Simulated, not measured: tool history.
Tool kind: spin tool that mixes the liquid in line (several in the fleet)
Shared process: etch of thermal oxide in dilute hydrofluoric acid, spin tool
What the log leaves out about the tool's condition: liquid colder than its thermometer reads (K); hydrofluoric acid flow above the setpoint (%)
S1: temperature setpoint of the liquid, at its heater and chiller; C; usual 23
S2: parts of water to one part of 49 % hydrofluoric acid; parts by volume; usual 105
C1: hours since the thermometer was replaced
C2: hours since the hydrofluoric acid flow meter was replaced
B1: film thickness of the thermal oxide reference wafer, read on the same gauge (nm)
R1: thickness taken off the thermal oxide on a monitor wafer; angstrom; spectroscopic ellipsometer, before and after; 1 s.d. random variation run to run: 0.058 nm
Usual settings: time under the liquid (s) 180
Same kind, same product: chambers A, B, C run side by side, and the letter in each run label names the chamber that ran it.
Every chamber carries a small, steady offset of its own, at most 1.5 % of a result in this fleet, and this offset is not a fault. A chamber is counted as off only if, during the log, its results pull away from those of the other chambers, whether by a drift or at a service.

{"run": "1B", "hour": 7.8, "S1": 23, "S2": 105, "time under the liquid (s)": 180, "C1": 89.5, "C2": 664.7, "B1": 39.946, "R1": 76.193}
{"run": "2C", "hour": 14.6, "S1": 23, "S2": 105, "time under the liquid (s)": 180, "C1": 1208.9, "C2": 96.7, "B1": 39.985, "R1": 74.407}
{"run": "3A", "hour": 19.9, "S1": 23, "S2": 105, "time under the liquid (s)": 180, "C1": 726.2, "C2": 670.9, "B1": 39.97, "R1": 74.912}
{"run": "4C", "hour": 27.6, "S1": 23, "S2": 105, "time under the liquid (s)": 180, "C1": 1221.9, "C2": 109.7, "B1": 39.959, "R1": 74.937}
{"run": "5A", "hour": 33.6, "S1": 23, "S2": 105, "time under the liquid (s)": 180, "C1": 739.9, "C2": 684.6, "B1": 40.054, "R1": 75.011}
{"run": "6B", "hour": 40.5, "S1": 23, "S2": 105, "time under the liquid (s)": 180, "C1": 122.2, "C2": 697.4, "B1": 40.006, "R1": 76.138}
{"run": "7B", "hour": 47.8, "S1": 23, "S2": 105, "time under the liquid (s)": 180, "C1": 129.5, "C2": 704.7, "B1": 39.996, "R1": 75.463}
{"run": "8A", "hour": 55.2, "S1": 23, "S2": 105, "time under the liquid (s)": 240, "C1": 761.5, "C2": 706.2, "B1": 39.999, "R1": 99.384}
{"run": "9C", "hour": 59.3, "S1": 23, "S2": 105, "time under the liquid (s)": 240, "C1": 1253.6, "C2": 141.4, "B1": 39.989, "R1": 99.34}
{"run": "10C", "hour": 66.3, "S1": 23, "S2": 105, "time under the liquid (s)": 240, "C1": 1260.6, "C2": 148.4, "B1": 40.009, "R1": 100.32}
{"run": "11B", "hour": 71.0, "S1": 23, "S2": 105, "time under the liquid (s)": 180, "C1": 152.7, "C2": 727.9, "B1": 39.992, "R1": 75.483}
{"run": "12A", "hour": 75.6, "S1": 23, "S2": 105, "time under the liquid (s)": 180, "C1": 781.9, "C2": 726.6, "B1": 40.015, "R1": 77.134}
{"run": "13C", "hour": 83.6, "S1": 23, "S2": 105, "time under the liquid (s)": 180, "C1": 1277.9, "C2": 165.7, "B1": 40.012, "R1": 75.452}
{"run": "14B", "hour": 90.9, "S1": 23, "S2": 105, "time under the liquid (s)": 180, "C1": 172.6, "C2": 747.8, "B1": 40.021, "R1": 76.281}
{"run": "15A", "hour": 97.6, "S1": 23, "S2": 105, "time under the liquid (s)": 180, "C1": 803.9, "C2": 748.6, "B1": 40.053, "R1": 77.482}
{"run": "16C", "hour": 104.2, "S1": 23, "S2": 105, "time under the liquid (s)": 255, "C1": 1298.5, "C2": 186.3, "B1": 40.026, "R1": 107.37}
{"run": "17B", "hour": 109.2, "S1": 23, "S2": 105, "time under the liquid (s)": 255, "C1": 190.9, "C2": 766.1, "B1": 39.999, "R1": 108.7}
{"run": "18A", "hour": 116.4, "S1": 23, "S2": 105, "time under the liquid (s)": 255, "C1": 822.7, "C2": 767.4, "B1": 40.009, "R1": 110.51}
{"run": "19C", "hour": 124.2, "S1": 23, "S2": 105, "time under the liquid (s)": 180, "C1": 1318.5, "C2": 206.3, "B1": 40.025, "R1": 75.384}
{"run": "20B", "hour": 129.1, "S1": 23, "S2": 105, "time under the liquid (s)": 180, "C1": 210.8, "C2": 786, "B1": 39.97, "R1": 75.622}
{"run": "21A", "hour": 135.9, "S1": 23, "S2": 105, "time under the liquid (s)": 180, "C1": 842.2, "C2": 786.9, "B1": 39.942, "R1": 80.651}
{"run": "22B", "hour": 140.7, "S1": 23, "S2": 105, "time under the liquid (s)": 180, "C1": 222.4, "C2": 797.6, "B1": 40.025, "R1": 74.994}
{"run": "23A", "hour": 147.8, "S1": 23, "S2": 105, "time under the liquid (s)": 180, "C1": 854.1, "C2": 798.8, "B1": 40.009, "R1": 80.127}
{"run": "24C", "hour": 153.0, "S1": 23, "S2": 150, "time under the liquid (s)": 225, "C1": 1347.3, "C2": 235.1, "B1": 39.975, "R1": 62.392}
{"run": "25C", "hour": 158.7, "S1": 23, "S2": 150, "time under the liquid (s)": 225, "C1": 1353, "C2": 240.8, "B1": 40.007, "R1": 62.656}
{"run": "26A", "hour": 166.2, "S1": 23, "S2": 150, "time under the liquid (s)": 225, "C1": 872.5, "C2": 817.2, "B1": 40.013, "R1": 65.482}
{"run": "27B", "hour": 172.4, "S1": 27, "S2": 120, "time under the liquid (s)": 180, "C1": 254.1, "C2": 829.3, "B1": 39.985, "R1": 76.537}
{"run": "28B", "hour": 178.5, "S1": 27, "S2": 120, "time under the liquid (s)": 180, "C1": 260.2, "C2": 835.4, "B1": 39.969, "R1": 75.299}
{"run": "29A", "hour": 183.5, "S1": 27, "S2": 120, "time under the liquid (s)": 180, "C1": 889.8, "C2": 834.5, "B1": 40.006, "R1": 80.518}
{"run": "30C", "hour": 188.3, "S1": 23, "S2": 105, "time under the liquid (s)": 180, "C1": 1382.6, "C2": 270.4, "B1": 39.981, "R1": 74.552}
{"run": "31C", "hour": 192.2, "S1": 27, "S2": 105, "time under the liquid (s)": 180, "C1": 1386.5, "C2": 274.3, "B1": 39.98, "R1": 88.508}
{"run": "32A", "hour": 198.9, "S1": 27, "S2": 105, "time under the liquid (s)": 180, "C1": 905.2, "C2": 849.9, "B1": 39.995, "R1": 95.228}
{"run": "33B", "hour": 206.0, "S1": 27, "S2": 105, "time under the liquid (s)": 180, "C1": 287.7, "C2": 862.9, "B1": 39.99, "R1": 88.92}

Each of the 3 chambers runs these same settings next. Fill in every chamber's results:
{"run": "34A", "hour": 211.7, "S1": 27, "S2": 105, "time under the liquid (s)": 180, "R1": "?"}
{"run": "34B", "hour": 211.7, "S1": 27, "S2": 105, "time under the liquid (s)": 180, "R1": "?"}
{"run": "34C", "hour": 211.7, "S1": 27, "S2": 105, "time under the liquid (s)": 180, "R1": "?"}

run=34A R1=96.007
run=34B R1=88.387
run=34C R1=88.176

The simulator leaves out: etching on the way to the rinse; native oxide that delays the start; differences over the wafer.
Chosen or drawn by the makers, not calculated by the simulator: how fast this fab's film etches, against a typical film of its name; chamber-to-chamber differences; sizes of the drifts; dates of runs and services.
